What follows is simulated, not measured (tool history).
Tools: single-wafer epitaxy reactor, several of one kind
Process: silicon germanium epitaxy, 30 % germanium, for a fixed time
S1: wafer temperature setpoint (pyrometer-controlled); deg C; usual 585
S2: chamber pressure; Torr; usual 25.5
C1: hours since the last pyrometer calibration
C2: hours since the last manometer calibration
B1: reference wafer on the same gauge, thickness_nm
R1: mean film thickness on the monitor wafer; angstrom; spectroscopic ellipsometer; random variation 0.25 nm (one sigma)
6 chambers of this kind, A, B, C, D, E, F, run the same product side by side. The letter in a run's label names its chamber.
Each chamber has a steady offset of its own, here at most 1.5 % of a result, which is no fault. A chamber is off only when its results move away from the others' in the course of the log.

run	day	S1	S2	C1	C2	B1	R1
1F	0.425	585	25.5	1938.7	1662.7	47.168	497.00
2A	0.962	585	25.5	2111.7	2856.0	47.050	493.32
3D	1.350	585	25.5	1479.5	874.4	47.064	486.48
4C	1.904	585	25.5	1812.5	413.4	47.131	493.04
5B	2.479	585	25.5	702.7	468.7	47.038	492.58
6E	2.933	585	25.5	2364.6	250.9	47.139	492.52
7F	3.475	585	25.5	2011.9	1735.9	47.101	494.49
8D	3.933	585	25.5	1541.5	936.4	47.096	485.85
9E	4.271	585	25.5	2396.7	283.0	47.117	495.40
10C	4.750	585	27.8	1880.8	481.7	47.131	499.41
11B	5.329	585	27.8	771.1	537.1	47.174	511.36
12A	5.800	585	27.8	2227.8	2972.1	47.164	513.17
13F	6.271	585	27.8	2079.0	1803.0	47.155	514.73
14D	6.854	585	27.8	1611.6	1006.5	47.188	502.48
15A	7.217	585	27.8	2261.8	3006.1	47.116	511.83
16C	7.638	585	25.5	1950.1	551.0	47.033	488.93
17E	8.058	585	25.5	2487.6	373.9	47.103	493.17
# day 8.558: chamber F: pyrometer calibrated
18B	8.588	585	25.5	849.3	615.3	47.102	499.68
19B	9.142	585	25.5	862.6	628.6	47.060	493.47
20A	9.729	585	25.5	2322.1	3066.4	47.112	491.17
21F	10.096	585	25.5	37.0	1894.8	47.099	465.55
22D	10.458	585	25.5	1698.1	1093.0	47.113	488.03
23E	11.071	585	25.5	2559.9	446.2	47.138	488.27
24C	11.379	585	25.5	2039.9	640.8	47.103	488.86
# day 11.796: chamber E: pyrometer calibrated
25F	11.917	585	25.5	80.7	1938.5	47.093	466.65
26E	12.275	585	25.5	11.6	475.1	47.152	483.72
27D	12.725	585	25.5	1752.5	1147.4	47.039	489.51
28C	13.162	585	25.5	2082.7	683.6	47.183	489.22
# day 13.388: chamber A: capacitance manometer re-zeroed and calibrated
29B	13.821	585	25.5	974.9	740.9	47.041	500.77
30A	14.421	585	25.5	2434.7	24.8	47.079	487.63
31E	14.912	597	31.0	74.9	538.4	47.104	666.91
32D	15.408	597	31.0	1816.9	1211.8	47.103	656.08
# day 15.425: chamber A: pyrometer calibrated
33B	15.750	597	31.0	1021.2	787.2	47.083	664.22
34A	16.079	597	31.0	15.8	64.6	47.138	665.76
35C	16.438	597	31.0	2161.3	762.2	47.091	666.34
36F	16.746	597	31.0	196.6	2054.4	47.062	641.98
37A	17.138	585	25.5	41.2	90.0	47.120	488.87
38E	17.638	585	25.5	140.3	603.8	47.062	490.68
39D	18.258	585	25.5	1885.3	1280.2	47.069	478.96
40B	18.550	585	25.5	1088.4	854.4	47.095	495.51
41C	19.088	585	25.5	2224.9	825.8	47.105	483.16
42F	19.575	585	25.5	264.5	2122.3	47.167	467.75
43A	20.050	585	25.5	111.1	159.9	47.030	488.92

All 6 chambers run these settings next. Forecast each chamber's results:
44A	20.525	596	25.5				?
44B	20.525	596	25.5				?
44C	20.525	596	25.5				?
44D	20.525	596	25.5				?
44E	20.525	596	25.5				?
44F	20.525	596	25.5				?

run	R1
44A	606.56
44B	609.77
44C	598.25
44D	593.48
44E	603.39
44F	577.41

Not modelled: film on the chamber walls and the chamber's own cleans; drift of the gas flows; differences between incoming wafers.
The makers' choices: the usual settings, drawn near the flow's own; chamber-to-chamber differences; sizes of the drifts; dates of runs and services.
